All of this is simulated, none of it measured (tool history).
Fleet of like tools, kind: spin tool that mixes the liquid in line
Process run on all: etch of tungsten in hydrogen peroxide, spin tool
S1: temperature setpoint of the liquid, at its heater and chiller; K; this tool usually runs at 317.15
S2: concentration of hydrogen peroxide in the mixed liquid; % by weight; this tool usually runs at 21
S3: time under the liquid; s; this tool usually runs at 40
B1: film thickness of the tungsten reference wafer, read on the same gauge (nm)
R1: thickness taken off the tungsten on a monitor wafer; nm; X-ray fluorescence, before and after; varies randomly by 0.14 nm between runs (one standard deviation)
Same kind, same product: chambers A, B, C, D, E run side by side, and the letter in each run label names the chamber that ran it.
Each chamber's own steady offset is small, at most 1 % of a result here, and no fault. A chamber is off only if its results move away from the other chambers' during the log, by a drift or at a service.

run,day,S1,S2,S3,B1,R1
1D,0.379,317.15,21,40,39.994,23.93
2E,0.638,317.15,21,40,40.012,23.571
3B,1.067,317.15,21,40,40.016,23.781
4C,1.521,317.15,21,40,40.004,23.582
5A,1.821,326.15,16,40,40.005,36.67
# day 1.917: chamber C: thermometer replaced
6A,2.233,326.15,16,40,39.996,36.584
7E,2.733,326.15,16,40,40.016,35.62
8C,2.962,326.15,16,40,39.992,35.834
9D,3.267,326.15,16,40,39.984,36.365
10B,3.662,317.15,21,40,40.01,24.036
11C,4.104,317.15,21,40,39.975,24.02
12A,4.367,317.15,21,40,39.989,23.674
13B,4.633,317.15,21,40,39.975,24.004
14E,4.888,317.15,21,40,40.007,23.822
15D,5.317,317.15,21,40,39.999,23.652
# day 5.375: chamber D: new drum of peroxide connected
16D,5.725,317.15,21,40,40.019,23.668
17E,6.229,317.15,21,40,40.009,23.561
18C,6.571,317.15,19,60,39.994,34.194
19A,6.85,317.15,19,60,40.001,34.13
20B,7.267,317.15,19,60,40.003,33.979
21E,7.725,317.15,19,60,39.995,33.672
22D,7.979,317.15,19,60,39.995,34.297
23B,8.442,317.15,21,40,40.011,23.995
24A,8.854,317.15,21,40,40.011,23.765
25C,9.321,317.15,21,40,39.989,23.904
26B,9.704,317.15,21,40,40.003,24.093
27E,10.142,317.15,21,40,39.989,23.479
28D,10.508,317.15,21,40,40.017,23.805
29C,10.779,322.15,21,30,39.99,24.392
30A,11.196,322.15,21,30,40.019,24.399
# day 11.221: chamber A: thermometer replaced
31B,11.592,322.15,21,30,39.988,24.521
32A,12.092,322.15,21,30,39.979,24.339
33E,12.446,322.15,21,30,39.986,24.038

Next, all 5 chambers run the settings below, one line each with question marks for the results. What does each chamber give?
34A,12.808,321.65,21,40,,?
34B,12.808,321.65,21,40,,?
34C,12.808,321.65,21,40,,?
34D,12.808,321.65,21,40,,?
34E,12.808,321.65,21,40,,?

run,R1
34A,31.676
34B,31.956
34C,31.626
34D,31.758
34E,31.153
